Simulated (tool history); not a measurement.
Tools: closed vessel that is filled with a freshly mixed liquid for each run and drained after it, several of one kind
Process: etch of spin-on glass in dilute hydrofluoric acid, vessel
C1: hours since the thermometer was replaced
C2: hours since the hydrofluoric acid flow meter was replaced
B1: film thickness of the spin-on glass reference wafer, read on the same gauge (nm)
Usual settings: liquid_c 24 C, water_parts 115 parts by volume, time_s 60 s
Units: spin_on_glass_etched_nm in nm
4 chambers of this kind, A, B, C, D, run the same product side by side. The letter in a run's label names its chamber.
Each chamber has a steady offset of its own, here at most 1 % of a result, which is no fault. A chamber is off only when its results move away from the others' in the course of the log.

Run 1D, hour 10.6: usual settings; C1 680.1; C2 713.2; B1 109.98. Result: spin_on_glass_etched_nm 29.411 nm.
Run 2A, hour 21.9: usual settings; C1 1032.2; C2 2013.6; B1 110.01. Result: spin_on_glass_etched_nm 28.889 nm.
Run 3B, hour 28.7: usual settings; C1 258.5; C2 643.1; B1 110.01. Result: spin_on_glass_etched_nm 28.871 nm.
Run 4C, hour 40: usual settings; C1 965.9; C2 466.5; B1 109.96. Result: spin_on_glass_etched_nm 29.191 nm.
Run 5C, hour 50.5: usual settings; C1 976.4; C2 477; B1 109.99. Result: spin_on_glass_etched_nm 29.398 nm.
Run 6D, hour 60.6: usual settings; C1 730.1; C2 763.2; B1 110. Result: spin_on_glass_etched_nm 29.378 nm.
At hour 65.2: chamber D: hydrofluoric acid flow meter replaced.
Run 7B, hour 71.7: usual settings; C1 301.5; C2 686.1; B1 110.02. Result: spin_on_glass_etched_nm 29.04 nm.
Run 8A, hour 83.6: usual settings; C1 1093.9; C2 2075.3; B1 110.01. Result: spin_on_glass_etched_nm 28.946 nm.
Run 9D, hour 93.9: usual settings but water_parts 95 parts by volume, time_s 40 s; C1 763.4; C2 28.7; B1 109.98. Result: spin_on_glass_etched_nm 24.135 nm.
Run 10B, hour 101.7: usual settings but water_parts 95 parts by volume, time_s 40 s; C1 331.5; C2 716.1; B1 110.03. Result: spin_on_glass_etched_nm 23.906 nm.
Run 11C, hour 111.6: usual settings but water_parts 95 parts by volume, time_s 40 s; C1 1037.5; C2 538.1; B1 109.99. Result: spin_on_glass_etched_nm 24.02 nm.
Run 12A, hour 120.9: usual settings but water_parts 95 parts by volume, time_s 40 s; C1 1131.2; C2 2112.6; B1 110.01. Result: spin_on_glass_etched_nm 23.891 nm.
Run 13B, hour 128.6: usual settings; C1 358.4; C2 743; B1 110.02. Result: spin_on_glass_etched_nm 29.041 nm.
Run 14A, hour 135.7: usual settings; C1 1146; C2 2127.4; B1 110. Result: spin_on_glass_etched_nm 29.016 nm.
Run 15D, hour 142.9: usual settings; C1 812.4; C2 77.7; B1 110.02. Result: spin_on_glass_etched_nm 29.295 nm.
Run 16C, hour 149.7: usual settings; C1 1075.6; C2 576.2; B1 110.03. Result: spin_on_glass_etched_nm 28.648 nm.
Run 17A, hour 160.2: usual settings; C1 1170.5; C2 2151.9; B1 110.05. Result: spin_on_glass_etched_nm 29.031 nm.
Run 18C, hour 169.7: usual settings; C1 1095.6; C2 596.2; B1 110.05. Result: spin_on_glass_etched_nm 28.681 nm.
Run 19B, hour 183.5: usual settings but water_parts 145 parts by volume, time_s 35 s; C1 413.3; C2 797.9; B1 109.97. Result: spin_on_glass_etched_nm 12.892 nm.
Run 20D, hour 191.2: usual settings but water_parts 145 parts by volume, time_s 35 s; C1 860.7; C2 126; B1 110. Result: spin_on_glass_etched_nm 13.194 nm.
Run 21D, hour 202.1: usual settings but water_parts 145 parts by volume, time_s 35 s; C1 871.6; C2 136.9; B1 109.99. Result: spin_on_glass_etched_nm 13.209 nm.
Run 22C, hour 214.1: usual settings but water_parts 145 parts by volume, time_s 35 s; C1 1140; C2 640.6; B1 109.99. Result: spin_on_glass_etched_nm 12.494 nm.
Run 23B, hour 221.7: usual settings; C1 451.5; C2 836.1; B1 110.03. Result: spin_on_glass_etched_nm 28.852 nm.
Run 24A, hour 234.9: usual settings; C1 1245.2; C2 2226.6; B1 109.96. Result: spin_on_glass_etched_nm 28.987 nm.
Run 25B, hour 246.5: usual settings; C1 476.3; C2 860.9; B1 109.99. Result: spin_on_glass_etched_nm 28.943 nm.

Is one chamber off against the others, does the gauge drift, or is nothing wrong? If a chamber is off, say which, and what the likeliest cause is.

Chamber C drifts away from the others.
Cause: liquid colder than its thermometer reads (K) = 1.43.
The log may not tell that from: hydrofluoric acid flow below the setpoint (%).

Here are 4 candidates for chamber C's next run, each the usual settings with a change, their results left as question marks. Which one brings its results back in line with what the others give on the usual settings?
In line means no further than this from the other chambers' mean on the usual settings: spin_on_glass_etched_nm 0.39 nm
Run 26C-1, hour 256.4: usual settings but water_parts 120 parts by volume. Result: spin_on_glass_etched_nm ?.
Run 26C-2, hour 256.4: usual settings but water_parts 105 parts by volume. Result: spin_on_glass_etched_nm ?.
Run 26C-3, hour 256.4: usual settings but water_parts 110 parts by volume. Result: spin_on_glass_etched_nm ?.
Run 26C-4, hour 256.4: usual settings but liquid_c 23.5 C, time_s 55 s. Result: spin_on_glass_etched_nm ?.

The other chambers' mean on the usual settings: spin_on_glass_etched_nm 29.091 nm
  run  spin_on_glass_etched_nm
26C-1                   26.393
26C-2                   30.705
26C-3                   29.135
26C-4                   24.883
26C-3 brings the chamber back in line.
